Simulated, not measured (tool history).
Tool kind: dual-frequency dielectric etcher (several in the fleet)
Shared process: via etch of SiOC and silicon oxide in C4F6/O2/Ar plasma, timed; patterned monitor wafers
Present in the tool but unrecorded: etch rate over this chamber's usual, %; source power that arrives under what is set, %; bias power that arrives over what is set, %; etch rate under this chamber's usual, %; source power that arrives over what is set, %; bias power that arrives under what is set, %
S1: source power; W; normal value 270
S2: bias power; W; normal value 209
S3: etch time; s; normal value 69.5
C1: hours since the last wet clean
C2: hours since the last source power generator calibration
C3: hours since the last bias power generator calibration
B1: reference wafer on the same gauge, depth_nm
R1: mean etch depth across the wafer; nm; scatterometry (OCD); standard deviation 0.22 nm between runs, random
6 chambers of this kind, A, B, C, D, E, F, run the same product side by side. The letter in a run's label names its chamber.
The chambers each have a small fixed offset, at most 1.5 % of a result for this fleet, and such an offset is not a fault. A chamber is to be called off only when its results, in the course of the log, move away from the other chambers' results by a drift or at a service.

Run 1E, hour 8.0: usual settings; C1 214.1; C2 951.1; C3 752.7; B1 57.750. Result: R1 71.034 nm.
Run 2D, hour 21.0: usual settings; C1 108.9; C2 1034.9; C3 2090.2; B1 57.830. Result: R1 71.986 nm.
Run 3B, hour 33.2: usual settings; C1 235.6; C2 2627.6; C3 3121.7; B1 57.838. Result: R1 70.847 nm.
Run 4A, hour 48.1: usual settings; C1 102.0; C2 2050.0; C3 145.2; B1 57.814. Result: R1 70.346 nm.
Run 5C, hour 58.6: usual settings but S1 230 W, S2 189 W; C1 370.1; C2 3485.0; C3 1326.3; B1 57.799. Result: R1 63.637 nm.
Run 6F, hour 68.0: usual settings but S1 230 W, S2 189 W; C1 296.5; C2 3899.4; C3 1413.5; B1 57.774. Result: R1 64.982 nm.
Run 7F, hour 76.8: usual settings but S1 230 W, S2 189 W; C1 305.3; C2 3908.2; C3 1422.3; B1 57.812. Result: R1 65.092 nm.
At hour 79.7: chamber C: wet clean of the chamber.
Run 8E, hour 92.2: usual settings but S1 230 W, S2 189 W; C1 298.3; C2 1035.3; C3 836.9; B1 57.809. Result: R1 64.972 nm.
Run 9A, hour 104.5: usual settings but S1 230 W, S2 189 W; C1 158.4; C2 2106.4; C3 201.6; B1 57.826. Result: R1 63.843 nm.
Run 10C, hour 117.9: usual settings but S1 230 W, S2 189 W; C1 38.3; C2 3544.3; C3 1385.6; B1 57.827. Result: R1 63.596 nm.
Run 11D, hour 128.7: usual settings but S2 166 W, S3 63.0 s; C1 216.6; C2 1142.6; C3 2197.9; B1 57.857. Result: R1 60.095 nm.
Run 12B, hour 139.3: usual settings but S2 166 W, S3 63.0 s; C1 341.7; C2 2733.7; C3 3227.8; B1 57.798. Result: R1 59.181 nm.
Run 13C, hour 155.4: usual settings but S2 166 W, S3 63.0 s; C1 75.8; C2 3581.8; C3 1423.1; B1 57.819. Result: R1 58.870 nm.
Run 14F, hour 171.4: usual settings but S2 166 W, S3 63.0 s; C1 399.9; C2 4002.8; C3 1516.9; B1 57.769. Result: R1 59.767 nm.
Run 15A, hour 182.2: usual settings but S2 166 W, S3 63.0 s; C1 236.1; C2 2184.1; C3 279.3; B1 57.813. Result: R1 59.301 nm.
Run 16D, hour 196.1: usual settings but S2 166 W, S3 63.0 s; C1 284.0; C2 1210.0; C3 2265.3; B1 57.776. Result: R1 60.107 nm.
At hour 205.2: chamber E: wet clean of the chamber.
Run 17E, hour 209.0: usual settings; C1 3.8; C2 1152.1; C3 953.7; B1 57.786. Result: R1 70.681 nm.
Run 18B, hour 219.3: usual settings but S1 240 W; C1 421.7; C2 2813.7; C3 3307.8; B1 57.753. Result: R1 67.773 nm.
Run 19B, hour 231.9: usual settings but S1 240 W; C1 434.3; C2 2826.3; C3 3320.4; B1 57.837. Result: R1 67.881 nm.
Run 20E, hour 239.9: usual settings but S1 240 W; C1 34.7; C2 1183.0; C3 984.6; B1 57.802. Result: R1 68.228 nm.
Run 21D, hour 248.9: usual settings but S1 240 W; C1 336.8; C2 1262.8; C3 2318.1; B1 57.793. Result: R1 68.959 nm.
Run 22C, hour 257.2: usual settings but S1 240 W; C1 177.6; C2 3683.6; C3 1524.9; B1 57.806. Result: R1 66.904 nm.
Run 23F, hour 272.3: usual settings but S1 240 W; C1 500.8; C2 4103.7; C3 1617.8; B1 57.793. Result: R1 68.440 nm.
At hour 274.0: chamber B: wet clean of the chamber.
Run 24A, hour 283.7: usual settings; C1 337.6; C2 2285.6; C3 380.8; B1 57.800. Result: R1 70.458 nm.
Run 25B, hour 297.3: usual settings; C1 23.4; C2 2891.7; C3 3385.8; B1 57.784. Result: R1 68.170 nm.
At hour 298.1: chamber A: wet clean of the chamber.
Run 26D, hour 305.2: usual settings; C1 393.1; C2 1319.1; C3 2374.4; B1 57.801. Result: R1 71.694 nm.
Run 27F, hour 313.0: usual settings; C1 541.5; C2 4144.4; C3 1658.5; B1 57.811. Result: R1 71.105 nm.
Run 28C, hour 321.9: usual settings; C1 242.3; C2 3748.3; C3 1589.6; B1 57.832. Result: R1 69.847 nm.
At hour 329.7: chamber F: wet clean of the chamber.
Run 29E, hour 336.8: usual settings but S1 240 W, S2 255 W; C1 131.6; C2 1279.9; C3 1081.5; B1 57.792. Result: R1 72.823 nm.
Run 30A, hour 348.4: usual settings but S1 240 W, S2 255 W; C1 50.4; C2 2350.3; C3 445.5; B1 57.733. Result: R1 71.965 nm.
Run 31C, hour 361.2: usual settings but S1 240 W, S2 255 W; C1 281.6; C2 3787.6; C3 1628.9; B1 57.776. Result: R1 71.529 nm.
Run 32F, hour 376.5: usual settings but S1 240 W, S2 255 W; C1 46.9; C2 4207.9; C3 1722.0; B1 57.806. Result: R1 73.269 nm.
Run 33D, hour 390.4: usual settings but S1 240 W, S2 255 W; C1 478.3; C2 1404.3; C3 2459.6; B1 57.846. Result: R1 73.050 nm.
Run 34E, hour 403.4: usual settings but S1 240 W, S2 255 W; C1 198.2; C2 1346.5; C3 1148.1; B1 57.767. Result: R1 72.811 nm.
Run 35B, hour 419.3: usual settings; C1 145.4; C2 3013.7; C3 3507.8; B1 57.813. Result: R1 67.967 nm.
Run 36A, hour 435.1: usual settings; C1 137.1; C2 2437.0; C3 532.2; B1 57.786. Result: R1 70.178 nm.
Run 37D, hour 444.6: usual settings; C1 532.5; C2 1458.5; C3 2513.8; B1 57.798. Result: R1 71.419 nm.

For the next run the whole fleet of 6 chambers uses the same settings. Give each chamber's results:
Run 38A, hour 456.2: usual settings. Result: R1 ?.
Run 38B, hour 456.2: usual settings. Result: R1 ?.
Run 38C, hour 456.2: usual settings. Result: R1 ?.
Run 38D, hour 456.2: usual settings. Result: R1 ?.
Run 38E, hour 456.2: usual settings. Result: R1 ?.
Run 38F, hour 456.2: usual settings. Result: R1 ?.

run      R1
38A  70.355
38B  68.476
38C  70.186
38D  71.899
38E  71.101
38F  71.111

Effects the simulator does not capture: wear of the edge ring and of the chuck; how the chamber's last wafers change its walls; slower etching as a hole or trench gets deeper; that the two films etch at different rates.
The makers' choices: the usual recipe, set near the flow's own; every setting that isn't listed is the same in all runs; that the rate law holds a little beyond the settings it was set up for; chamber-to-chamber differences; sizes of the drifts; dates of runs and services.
